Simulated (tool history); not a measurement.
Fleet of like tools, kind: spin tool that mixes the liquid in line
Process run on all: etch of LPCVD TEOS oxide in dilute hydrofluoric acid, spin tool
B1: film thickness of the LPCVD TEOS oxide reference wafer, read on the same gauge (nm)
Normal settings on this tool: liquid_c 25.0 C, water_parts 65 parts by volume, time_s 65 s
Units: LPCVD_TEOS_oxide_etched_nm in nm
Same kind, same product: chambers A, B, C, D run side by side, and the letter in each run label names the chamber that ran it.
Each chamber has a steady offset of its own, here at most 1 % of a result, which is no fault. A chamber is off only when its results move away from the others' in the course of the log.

{"run": "1D", "hour": 7.5, "liquid_c": 25.0, "water_parts": 65, "time_s": 65, "B1": 60.001, "LPCVD_TEOS_oxide_etched_nm": 43.904}
{"run": "2B", "hour": 18.0, "liquid_c": 25.0, "water_parts": 65, "time_s": 65, "B1": 60.0, "LPCVD_TEOS_oxide_etched_nm": 43.294}
{"run": "3C", "hour": 27.5, "liquid_c": 25.0, "water_parts": 65, "time_s": 65, "B1": 59.987, "LPCVD_TEOS_oxide_etched_nm": 43.575}
{"run": "4A", "hour": 37.9, "liquid_c": 25.0, "water_parts": 65, "time_s": 65, "B1": 59.98, "LPCVD_TEOS_oxide_etched_nm": 43.877}
{"run": "5D", "hour": 47.7, "liquid_c": 25.0, "water_parts": 65, "time_s": 65, "B1": 60.033, "LPCVD_TEOS_oxide_etched_nm": 43.937}
{"run": "6C", "hour": 57.6, "liquid_c": 25.0, "water_parts": 65, "time_s": 65, "B1": 59.995, "LPCVD_TEOS_oxide_etched_nm": 43.573}
{"run": "7A", "hour": 62.5, "liquid_c": 25.0, "water_parts": 65, "time_s": 65, "B1": 60.016, "LPCVD_TEOS_oxide_etched_nm": 44.259}
{"run": "8B", "hour": 71.1, "liquid_c": 25.0, "water_parts": 65, "time_s": 65, "B1": 60.023, "LPCVD_TEOS_oxide_etched_nm": 43.188}
{"run": "9B", "hour": 80.3, "liquid_c": 25.0, "water_parts": 65, "time_s": 65, "B1": 60.029, "LPCVD_TEOS_oxide_etched_nm": 43.655}
{"run": "10C", "hour": 86.6, "liquid_c": 29.5, "water_parts": 65, "time_s": 45, "B1": 59.974, "LPCVD_TEOS_oxide_etched_nm": 36.525}
{"run": "11D", "hour": 91.9, "liquid_c": 29.5, "water_parts": 65, "time_s": 45, "B1": 59.995, "LPCVD_TEOS_oxide_etched_nm": 36.047}
{"run": "12A", "hour": 97.3, "liquid_c": 29.5, "water_parts": 65, "time_s": 45, "B1": 59.991, "LPCVD_TEOS_oxide_etched_nm": 36.07}
{"run": "13A", "hour": 107.3, "liquid_c": 29.5, "water_parts": 65, "time_s": 45, "B1": 60.018, "LPCVD_TEOS_oxide_etched_nm": 36.603}
{"run": "14C", "hour": 114.9, "liquid_c": 25.0, "water_parts": 65, "time_s": 65, "B1": 59.979, "LPCVD_TEOS_oxide_etched_nm": 43.483}
{"run": "15B", "hour": 121.8, "liquid_c": 25.0, "water_parts": 65, "time_s": 65, "B1": 59.984, "LPCVD_TEOS_oxide_etched_nm": 43.788}
{"hour": 129.8, "done": "chamber B: hydrofluoric acid flow meter replaced"}
{"run": "16D", "hour": 132.0, "liquid_c": 25.0, "water_parts": 65, "time_s": 65, "B1": 60.009, "LPCVD_TEOS_oxide_etched_nm": 44.096}
{"run": "17B", "hour": 140.9, "liquid_c": 25.0, "water_parts": 65, "time_s": 65, "B1": 59.999, "LPCVD_TEOS_oxide_etched_nm": 43.862}
{"run": "18A", "hour": 150.1, "liquid_c": 25.0, "water_parts": 65, "time_s": 65, "B1": 59.973, "LPCVD_TEOS_oxide_etched_nm": 44.125}
{"run": "19D", "hour": 156.0, "liquid_c": 25.0, "water_parts": 55, "time_s": 65, "B1": 60.008, "LPCVD_TEOS_oxide_etched_nm": 52.297}
{"run": "20C", "hour": 166.9, "liquid_c": 25.0, "water_parts": 55, "time_s": 65, "B1": 60.007, "LPCVD_TEOS_oxide_etched_nm": 51.862}
{"run": "21B", "hour": 174.0, "liquid_c": 25.0, "water_parts": 55, "time_s": 65, "B1": 60.018, "LPCVD_TEOS_oxide_etched_nm": 51.996}
{"run": "22C", "hour": 179.4, "liquid_c": 25.0, "water_parts": 55, "time_s": 65, "B1": 59.989, "LPCVD_TEOS_oxide_etched_nm": 52.336}
{"run": "23A", "hour": 189.0, "liquid_c": 22.5, "water_parts": 40, "time_s": 65, "B1": 59.989, "LPCVD_TEOS_oxide_etched_nm": 66.648}
{"run": "24D", "hour": 199.2, "liquid_c": 22.5, "water_parts": 40, "time_s": 65, "B1": 59.997, "LPCVD_TEOS_oxide_etched_nm": 67.275}
{"run": "25D", "hour": 204.4, "liquid_c": 22.5, "water_parts": 40, "time_s": 65, "B1": 60.006, "LPCVD_TEOS_oxide_etched_nm": 67.197}
{"run": "26C", "hour": 209.2, "liquid_c": 22.5, "water_parts": 40, "time_s": 65, "B1": 60.03, "LPCVD_TEOS_oxide_etched_nm": 65.898}
{"run": "27B", "hour": 214.9, "liquid_c": 25.0, "water_parts": 65, "time_s": 65, "B1": 60.025, "LPCVD_TEOS_oxide_etched_nm": 43.674}
{"run": "28A", "hour": 221.0, "liquid_c": 25.0, "water_parts": 65, "time_s": 65, "B1": 59.987, "LPCVD_TEOS_oxide_etched_nm": 43.664}
{"run": "29D", "hour": 228.9, "liquid_c": 25.0, "water_parts": 65, "time_s": 65, "B1": 59.991, "LPCVD_TEOS_oxide_etched_nm": 43.578}

All 4 chambers run these settings next. Forecast each chamber's results:
{"run": "30A", "hour": 236.7, "liquid_c": 25.0, "water_parts": 65, "time_s": 65, "LPCVD_TEOS_oxide_etched_nm": "?"}
{"run": "30B", "hour": 236.7, "liquid_c": 25.0, "water_parts": 65, "time_s": 65, "LPCVD_TEOS_oxide_etched_nm": "?"}
{"run": "30C", "hour": 236.7, "liquid_c": 25.0, "water_parts": 65, "time_s": 65, "LPCVD_TEOS_oxide_etched_nm": "?"}
{"run": "30D", "hour": 236.7, "liquid_c": 25.0, "water_parts": 65, "time_s": 65, "LPCVD_TEOS_oxide_etched_nm": "?"}

run=30A LPCVD_TEOS_oxide_etched_nm=44.397
run=30B LPCVD_TEOS_oxide_etched_nm=43.576
run=30C LPCVD_TEOS_oxide_etched_nm=43.416
run=30D LPCVD_TEOS_oxide_etched_nm=43.893
